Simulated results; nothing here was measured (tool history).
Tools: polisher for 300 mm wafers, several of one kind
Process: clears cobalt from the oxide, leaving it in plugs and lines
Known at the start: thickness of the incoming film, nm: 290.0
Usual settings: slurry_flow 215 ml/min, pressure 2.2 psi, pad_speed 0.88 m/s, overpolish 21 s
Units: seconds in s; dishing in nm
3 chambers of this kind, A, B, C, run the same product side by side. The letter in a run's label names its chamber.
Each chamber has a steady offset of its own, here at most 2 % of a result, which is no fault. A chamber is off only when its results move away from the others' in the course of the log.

run,hour,slurry_flow,pressure,pad_speed,overpolish,wafers polished on this pad,hours since the slurry nozzle was cleaned,hours since the head pressure was calibrated,seconds,dishing
1A,6.9,215,2.2,0.88,21,244,34.7,334.6,63.821,44.889
# hour 12: chamber B: slurry nozzle cleaned
2C,16.8,215,2.2,0.88,21,542,193.9,414.8,62.615,47.468
3B,25.7,215,2.2,0.88,21,640,13.7,323.9,63.633,45.582
4B,37.8,215,2.2,0.88,21,762,25.8,336,63.801,48.637
# hour 44.6: chamber C: worn pad replaced by a new one
5A,47.4,215,2.9,0.88,28,654,75.2,375.1,48.711,55.838
6C,56.7,215,2.9,0.88,28,122,233.8,454.7,48.031,57.163
# hour 60: chamber B: worn pad replaced by a new one
7A,64.8,215,2.9,0.88,28,830,92.6,392.5,49.551,54.845
8B,73.4,215,2.2,0.88,21,136,61.4,371.6,62.812,45.135
9C,81.6,215,2.2,0.88,21,375,258.7,479.6,62.68,45.896
# hour 84.2: chamber C: head pressure recalibrated
# hour 88.4: chamber A: head pressure recalibrated
10B,88.8,215,1.9,0.88,21,292,76.8,387,74.191,42.388
11C,99.6,215,1.9,0.88,21,557,276.7,15.4,75.049,42.986
12A,109.9,215,1.9,0.88,21,1286,137.7,21.6,76.384,43.977
13C,122.2,215,2.2,0.88,21,786,299.3,38,64.614,45.999
14A,133.1,215,2.2,0.88,21,1521,160.9,44.8,66.139,46.428
# hour 138: chamber C: worn pad replaced by a new one
15B,141.7,215,2.2,0.88,21,828,129.7,439.9,64.715,46.119
16C,151.4,215,2.2,0.88,21,136,328.5,67.2,65.006,47.932
17A,163.3,215,2.7,0.88,21,1827,191.1,75,54.832,48.773
# hour 165.4: chamber B: worn pad replaced by a new one
18B,177.4,215,2.7,0.88,21,121,165.4,475.6,51.628,50.723
19A,183.7,215,2.7,0.88,21,2034,211.5,95.4,54.059,49.285
20B,194.4,215,2.2,0.88,21,293,182.4,492.6,64.627,46.681
21C,204.5,215,2.2,0.88,21,674,381.6,120.3,64.037,47.516
22C,217,215,2.2,0.88,21,800,394.1,132.8,65.003,48.319
23B,226,240,2.2,0.7,21,613,214,524.2,78.679,44.695
# hour 233.5: chamber C: worn pad replaced by a new one
24A,237.6,240,2.2,0.7,21,2579,265.4,149.3,84.537,41.137
25B,248,240,2.2,0.7,21,836,236,546.2,79.287,41.542
26C,254.6,215,2.2,0.88,21,214,431.7,170.4,63.955,46.112
27A,264.9,170,2.2,0.88,30,2856,292.7,176.6,72.248,50.686
28A,274.4,170,2.2,0.88,30,2952,302.2,186.1,72.014,49.549

All 3 chambers run these settings next. Forecast each chamber's results:
29A,284.5,215,2.2,0.88,21,,,,?,?
29B,284.5,215,2.2,0.88,21,,,,?,?
29C,284.5,215,2.2,0.88,21,,,,?,?

run,seconds,dishing
29A,71.131,43.148
29B,63.258,45.908
29C,64.43,47.334

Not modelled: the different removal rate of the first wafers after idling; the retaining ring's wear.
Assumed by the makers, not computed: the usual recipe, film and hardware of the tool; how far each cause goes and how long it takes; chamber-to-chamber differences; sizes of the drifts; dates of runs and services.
